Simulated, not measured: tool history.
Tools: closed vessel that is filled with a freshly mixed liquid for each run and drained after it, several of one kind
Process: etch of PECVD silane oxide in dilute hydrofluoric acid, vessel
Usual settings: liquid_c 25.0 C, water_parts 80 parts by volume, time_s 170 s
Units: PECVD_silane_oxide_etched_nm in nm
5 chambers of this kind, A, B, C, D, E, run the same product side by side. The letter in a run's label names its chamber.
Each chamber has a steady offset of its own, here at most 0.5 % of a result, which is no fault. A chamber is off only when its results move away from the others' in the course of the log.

run	day	liquid_c	water_parts	time_s	read-back film thickness of the PECVD silane oxide reference wafer, read on the same gauge (nm)	PECVD_silane_oxide_etched_nm
1E	0.475	25.0	80	170	129.99	46.865
2C	0.738	25.0	80	170	130.01	46.602
3A	1.054	25.0	80	170	130.00	46.849
4B	1.338	25.0	80	170	130.02	46.806
5D	1.767	25.0	80	170	130.01	46.515
6B	2.017	25.0	80	170	130.03	46.562
7D	2.250	25.0	80	170	130.00	46.178
8C	2.504	25.0	80	170	130.02	46.212
9E	3.000	25.0	80	170	130.00	46.498
10A	3.425	25.0	80	170	130.03	46.747
11A	3.712	25.0	80	170	130.00	47.097
12E	4.104	25.0	80	170	129.98	46.912
13D	4.388	25.0	80	170	129.97	46.397
14B	4.729	25.0	80	170	129.98	46.875
# day 4.967: chamber B: thermometer replaced
15C	5.050	25.0	80	170	130.01	45.302
16A	5.333	25.0	80	170	129.99	46.511
17B	5.575	25.0	80	170	130.03	46.895
18E	5.817	25.0	80	170	130.02	46.782
19C	6.167	25.0	80	170	130.02	45.011
20D	6.458	25.0	80	170	130.00	46.363
# day 6.492: chamber A: hydrofluoric acid flow meter replaced
21C	6.942	25.0	80	170	129.98	45.114
22E	7.346	25.0	80	170	130.00	46.675
23D	7.617	25.0	80	170	130.02	46.037
24B	8.079	25.0	80	170	129.98	46.655
25A	8.379	25.0	80	170	130.03	47.209
26E	8.650	25.0	80	170	130.01	46.954
27A	9.058	25.0	80	170	130.00	47.057
28D	9.288	25.0	80	170	129.97	46.580
29B	9.558	25.0	80	170	129.99	46.617
30C	9.792	27.5	105	170	129.99	35.921
31A	10.283	27.5	105	170	130.02	38.686

Next, every chamber runs the same settings. What will each give?
32A	10.638	25.0	50	170		?
32B	10.638	25.0	50	170		?
32C	10.638	25.0	50	170		?
32D	10.638	25.0	50	170		?
32E	10.638	25.0	50	170		?

run	PECVD_silane_oxide_etched_nm
32A	77.148
32B	78.420
32C	72.147
32D	78.166
32E	78.570
